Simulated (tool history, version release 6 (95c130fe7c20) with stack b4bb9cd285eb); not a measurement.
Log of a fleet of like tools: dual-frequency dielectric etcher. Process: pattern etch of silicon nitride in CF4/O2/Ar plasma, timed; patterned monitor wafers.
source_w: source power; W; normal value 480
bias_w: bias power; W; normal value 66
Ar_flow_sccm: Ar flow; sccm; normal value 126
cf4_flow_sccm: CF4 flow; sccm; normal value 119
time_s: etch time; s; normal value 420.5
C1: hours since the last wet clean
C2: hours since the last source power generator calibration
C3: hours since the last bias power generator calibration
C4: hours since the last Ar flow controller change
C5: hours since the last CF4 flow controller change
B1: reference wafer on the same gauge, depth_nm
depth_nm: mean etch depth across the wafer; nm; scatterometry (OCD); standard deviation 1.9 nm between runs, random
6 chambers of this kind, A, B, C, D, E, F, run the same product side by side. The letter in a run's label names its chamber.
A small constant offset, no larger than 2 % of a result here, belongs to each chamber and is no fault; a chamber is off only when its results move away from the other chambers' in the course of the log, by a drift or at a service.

{"run": "1A", "hour": 5.4, "source_w": 480, "bias_w": 66, "Ar_flow_sccm": 126, "cf4_flow_sccm": 119, "time_s": 420.5, "C1": 308.8, "C2": 2503.9, "C3": 1998.2, "C4": 1413.5, "C5": 1801.8, "B1": 847.16, "depth_nm": 863.82}
{"run": "2C", "hour": 16.2, "source_w": 480, "bias_w": 66, "Ar_flow_sccm": 126, "cf4_flow_sccm": 119, "time_s": 420.5, "C1": 61.2, "C2": 2382.1, "C3": 2618.0, "C4": 444.2, "C5": 2511.9, "B1": 846.62, "depth_nm": 848.14}
{"run": "3E", "hour": 27.6, "source_w": 480, "bias_w": 66, "Ar_flow_sccm": 126, "cf4_flow_sccm": 119, "time_s": 420.5, "C1": 563.1, "C2": 1172.5, "C3": 136.9, "C4": 4561.7, "C5": 2289.6, "B1": 847.11, "depth_nm": 843.98}
{"run": "4F", "hour": 36.9, "source_w": 480, "bias_w": 66, "Ar_flow_sccm": 126, "cf4_flow_sccm": 119, "time_s": 420.5, "C1": 125.8, "C2": 2647.7, "C3": 1264.2, "C4": 1582.6, "C5": 4762.7, "B1": 846.83, "depth_nm": 856.56}
{"hour": 38.2, "done": "chamber A: wet clean of the chamber"}
{"run": "5B", "hour": 48.7, "source_w": 480, "bias_w": 66, "Ar_flow_sccm": 126, "cf4_flow_sccm": 119, "time_s": 420.5, "C1": 483.0, "C2": 3493.0, "C3": 2088.2, "C4": 1664.3, "C5": 1142.6, "B1": 847.13, "depth_nm": 843.59}
{"run": "6D", "hour": 59.1, "source_w": 480, "bias_w": 66, "Ar_flow_sccm": 126, "cf4_flow_sccm": 119, "time_s": 420.5, "C1": 277.7, "C2": 1264.9, "C3": 82.6, "C4": 503.4, "C5": 1173.0, "B1": 847.01, "depth_nm": 863.0}
{"run": "7B", "hour": 65.2, "source_w": 480, "bias_w": 66, "Ar_flow_sccm": 126, "cf4_flow_sccm": 119, "time_s": 420.5, "C1": 499.5, "C2": 3509.5, "C3": 2104.7, "C4": 1680.8, "C5": 1159.1, "B1": 847.35, "depth_nm": 846.63}
{"hour": 70.1, "done": "chamber E: wet clean of the chamber"}
{"run": "8E", "hour": 76.2, "source_w": 480, "bias_w": 66, "Ar_flow_sccm": 138, "cf4_flow_sccm": 119, "time_s": 328.0, "C1": 6.2, "C2": 1221.1, "C3": 185.5, "C4": 4610.3, "C5": 2338.2, "B1": 847.04, "depth_nm": 651.03}
{"hour": 82.3, "done": "chamber C: bias power generator calibrated"}
{"run": "9C", "hour": 84.8, "source_w": 480, "bias_w": 66, "Ar_flow_sccm": 138, "cf4_flow_sccm": 119, "time_s": 328.0, "C1": 129.8, "C2": 2450.7, "C3": 2.5, "C4": 512.8, "C5": 2580.5, "B1": 847.56, "depth_nm": 656.9}
{"run": "10F", "hour": 95.0, "source_w": 480, "bias_w": 66, "Ar_flow_sccm": 138, "cf4_flow_sccm": 119, "time_s": 328.0, "C1": 183.9, "C2": 2705.8, "C3": 1322.3, "C4": 1640.7, "C5": 4820.8, "B1": 846.25, "depth_nm": 658.0}
{"run": "11A", "hour": 104.1, "source_w": 480, "bias_w": 66, "Ar_flow_sccm": 138, "cf4_flow_sccm": 119, "time_s": 328.0, "C1": 65.9, "C2": 2602.6, "C3": 2096.9, "C4": 1512.2, "C5": 1900.5, "B1": 847.01, "depth_nm": 667.44}
{"run": "12D", "hour": 109.6, "source_w": 480, "bias_w": 66, "Ar_flow_sccm": 138, "cf4_flow_sccm": 119, "time_s": 328.0, "C1": 328.2, "C2": 1315.4, "C3": 133.1, "C4": 553.9, "C5": 1223.5, "B1": 847.12, "depth_nm": 670.92}
{"run": "13E", "hour": 116.6, "source_w": 480, "bias_w": 66, "Ar_flow_sccm": 138, "cf4_flow_sccm": 119, "time_s": 328.0, "C1": 46.6, "C2": 1261.5, "C3": 225.9, "C4": 4650.7, "C5": 2378.6, "B1": 847.06, "depth_nm": 649.36}
{"hour": 117.8, "done": "chamber B: wet clean of the chamber"}
{"run": "14B", "hour": 125.6, "source_w": 480, "bias_w": 66, "Ar_flow_sccm": 126, "cf4_flow_sccm": 119, "time_s": 420.5, "C1": 7.9, "C2": 3569.9, "C3": 2165.1, "C4": 1741.2, "C5": 1219.5, "B1": 847.45, "depth_nm": 842.44}
{"run": "15F", "hour": 135.5, "source_w": 480, "bias_w": 66, "Ar_flow_sccm": 126, "cf4_flow_sccm": 119, "time_s": 420.5, "C1": 224.4, "C2": 2746.3, "C3": 1362.8, "C4": 1681.2, "C5": 4861.3, "B1": 847.25, "depth_nm": 855.47}
{"run": "16A", "hour": 141.0, "source_w": 480, "bias_w": 66, "Ar_flow_sccm": 126, "cf4_flow_sccm": 119, "time_s": 312.5, "C1": 102.8, "C2": 2639.5, "C3": 2133.8, "C4": 1549.1, "C5": 1937.4, "B1": 847.07, "depth_nm": 642.59}
{"run": "17C", "hour": 147.3, "source_w": 480, "bias_w": 66, "Ar_flow_sccm": 126, "cf4_flow_sccm": 119, "time_s": 312.5, "C1": 192.3, "C2": 2513.2, "C3": 65.0, "C4": 575.3, "C5": 2643.0, "B1": 847.35, "depth_nm": 632.35}
{"run": "18D", "hour": 158.1, "source_w": 480, "bias_w": 66, "Ar_flow_sccm": 126, "cf4_flow_sccm": 119, "time_s": 312.5, "C1": 376.7, "C2": 1363.9, "C3": 181.6, "C4": 602.4, "C5": 1272.0, "B1": 847.04, "depth_nm": 644.87}
{"hour": 158.2, "done": "chamber B: bias power generator calibrated"}
{"run": "19B", "hour": 166.8, "source_w": 480, "bias_w": 66, "Ar_flow_sccm": 126, "cf4_flow_sccm": 119, "time_s": 312.5, "C1": 49.1, "C2": 3611.1, "C3": 8.6, "C4": 1782.4, "C5": 1260.7, "B1": 846.84, "depth_nm": 628.65}
{"run": "20C", "hour": 172.9, "source_w": 480, "bias_w": 66, "Ar_flow_sccm": 126, "cf4_flow_sccm": 119, "time_s": 312.5, "C1": 217.9, "C2": 2538.8, "C3": 90.6, "C4": 600.9, "C5": 2668.6, "B1": 846.91, "depth_nm": 628.08}
{"hour": 177.8, "done": "chamber A: bias power generator calibrated"}
{"run": "21D", "hour": 183.4, "source_w": 480, "bias_w": 66, "Ar_flow_sccm": 126, "cf4_flow_sccm": 119, "time_s": 312.5, "C1": 402.0, "C2": 1389.2, "C3": 206.9, "C4": 627.7, "C5": 1297.3, "B1": 846.75, "depth_nm": 642.65}
{"run": "22E", "hour": 190.8, "source_w": 480, "bias_w": 66, "Ar_flow_sccm": 126, "cf4_flow_sccm": 119, "time_s": 420.5, "C1": 120.8, "C2": 1335.7, "C3": 300.1, "C4": 4724.9, "C5": 2452.8, "B1": 847.12, "depth_nm": 844.62}
{"run": "23F", "hour": 198.8, "source_w": 480, "bias_w": 66, "Ar_flow_sccm": 126, "cf4_flow_sccm": 119, "time_s": 420.5, "C1": 287.7, "C2": 2809.6, "C3": 1426.1, "C4": 1744.5, "C5": 4924.6, "B1": 846.86, "depth_nm": 855.52}
{"run": "24A", "hour": 209.7, "source_w": 480, "bias_w": 66, "Ar_flow_sccm": 126, "cf4_flow_sccm": 119, "time_s": 420.5, "C1": 171.5, "C2": 2708.2, "C3": 32.0, "C4": 1617.8, "C5": 2006.1, "B1": 847.14, "depth_nm": 882.2}
{"run": "25A", "hour": 215.8, "source_w": 480, "bias_w": 66, "Ar_flow_sccm": 126, "cf4_flow_sccm": 119, "time_s": 420.5, "C1": 177.6, "C2": 2714.3, "C3": 38.1, "C4": 1623.9, "C5": 2012.2, "B1": 846.5, "depth_nm": 881.25}
{"run": "26D", "hour": 222.7, "source_w": 480, "bias_w": 66, "Ar_flow_sccm": 126, "cf4_flow_sccm": 119, "time_s": 420.5, "C1": 441.3, "C2": 1428.5, "C3": 246.2, "C4": 667.0, "C5": 1336.6, "B1": 847.08, "depth_nm": 863.32}
{"run": "27C", "hour": 231.0, "source_w": 480, "bias_w": 66, "Ar_flow_sccm": 126, "cf4_flow_sccm": 119, "time_s": 420.5, "C1": 276.0, "C2": 2596.9, "C3": 148.7, "C4": 659.0, "C5": 2726.7, "B1": 846.87, "depth_nm": 846.92}
{"run": "28E", "hour": 239.2, "source_w": 480, "bias_w": 66, "Ar_flow_sccm": 126, "cf4_flow_sccm": 119, "time_s": 420.5, "C1": 169.2, "C2": 1384.1, "C3": 348.5, "C4": 4773.3, "C5": 2501.2, "B1": 846.29, "depth_nm": 844.81}
{"hour": 246.0, "done": "chamber F: source power generator calibrated"}
{"run": "29B", "hour": 246.9, "source_w": 480, "bias_w": 66, "Ar_flow_sccm": 126, "cf4_flow_sccm": 119, "time_s": 420.5, "C1": 129.2, "C2": 3691.2, "C3": 88.7, "C4": 1862.5, "C5": 1340.8, "B1": 847.28, "depth_nm": 843.81}
{"run": "30F", "hour": 253.6, "source_w": 480, "bias_w": 66, "Ar_flow_sccm": 126, "cf4_flow_sccm": 119, "time_s": 420.5, "C1": 342.5, "C2": 7.6, "C3": 1480.9, "C4": 1799.3, "C5": 4979.4, "B1": 847.59, "depth_nm": 855.86}
{"run": "31E", "hour": 262.4, "source_w": 480, "bias_w": 66, "Ar_flow_sccm": 126, "cf4_flow_sccm": 119, "time_s": 420.5, "C1": 192.4, "C2": 1407.3, "C3": 371.7, "C4": 4796.5, "C5": 2524.4, "B1": 846.93, "depth_nm": 845.86}
{"run": "32D", "hour": 270.8, "source_w": 480, "bias_w": 66, "Ar_flow_sccm": 126, "cf4_flow_sccm": 119, "time_s": 420.5, "C1": 489.4, "C2": 1476.6, "C3": 294.3, "C4": 715.1, "C5": 1384.7, "B1": 847.15, "depth_nm": 869.81}
{"run": "33C", "hour": 282.4, "source_w": 480, "bias_w": 66, "Ar_flow_sccm": 126, "cf4_flow_sccm": 119, "time_s": 420.5, "C1": 327.4, "C2": 2648.3, "C3": 200.1, "C4": 710.4, "C5": 2778.1, "B1": 847.4, "depth_nm": 845.39}
{"run": "34B", "hour": 293.3, "source_w": 480, "bias_w": 66, "Ar_flow_sccm": 126, "cf4_flow_sccm": 119, "time_s": 420.5, "C1": 175.6, "C2": 3737.6, "C3": 135.1, "C4": 1908.9, "C5": 1387.2, "B1": 846.9, "depth_nm": 849.02}
{"run": "35F", "hour": 299.6, "source_w": 480, "bias_w": 66, "Ar_flow_sccm": 126, "cf4_flow_sccm": 119, "time_s": 420.5, "C1": 388.5, "C2": 53.6, "C3": 1526.9, "C4": 1845.3, "C5": 5025.4, "B1": 846.97, "depth_nm": 855.25}
{"run": "36A", "hour": 308.0, "source_w": 480, "bias_w": 66, "Ar_flow_sccm": 126, "cf4_flow_sccm": 119, "time_s": 420.5, "C1": 269.8, "C2": 2806.5, "C3": 130.3, "C4": 1716.1, "C5": 2104.4, "B1": 846.94, "depth_nm": 880.52}

Has any chamber moved away from the others, gradually or after a service, or does the common gauge drift, or do the chambers differ only by their own small steady offsets? State the chamber and the most likely cause if one applies.

A service on chamber A put it out of line with the rest.
Likeliest cause: bias power that arrives over what is set, % = 4.26.

Chamber A could run next with any of the 4 candidate recipes listed below; each alters the usual settings, and their results appear as question marks. Which one brings its results back in line with what the other chambers deliver on the usual settings?
Counts as in line when no further than this from what the other chambers average on the usual settings: depth_nm 6.80 nm
{"run": "37A-1", "hour": 316.5, "source_w": 480, "bias_w": 66, "Ar_flow_sccm": 126, "cf4_flow_sccm": 119, "time_s": 434.0, "depth_nm": "?"}
{"run": "37A-2", "hour": 316.5, "source_w": 480, "bias_w": 62, "Ar_flow_sccm": 129, "cf4_flow_sccm": 117, "time_s": 420.5, "depth_nm": "?"}
{"run": "37A-3", "hour": 316.5, "source_w": 480, "bias_w": 66, "Ar_flow_sccm": 154, "cf4_flow_sccm": 92, "time_s": 420.5, "depth_nm": "?"}
{"run": "37A-4", "hour": 316.5, "source_w": 480, "bias_w": 66, "Ar_flow_sccm": 92, "cf4_flow_sccm": 151, "time_s": 420.5, "depth_nm": "?"}

The mean the other chambers reach with the usual settings: depth_nm 851.61 nm
run=37A-1 depth_nm=905.64
run=37A-2 depth_nm=851.87
run=37A-3 depth_nm=831.15
run=37A-4 depth_nm=926.82
37A-2 puts the chamber back in line with the other chambers.

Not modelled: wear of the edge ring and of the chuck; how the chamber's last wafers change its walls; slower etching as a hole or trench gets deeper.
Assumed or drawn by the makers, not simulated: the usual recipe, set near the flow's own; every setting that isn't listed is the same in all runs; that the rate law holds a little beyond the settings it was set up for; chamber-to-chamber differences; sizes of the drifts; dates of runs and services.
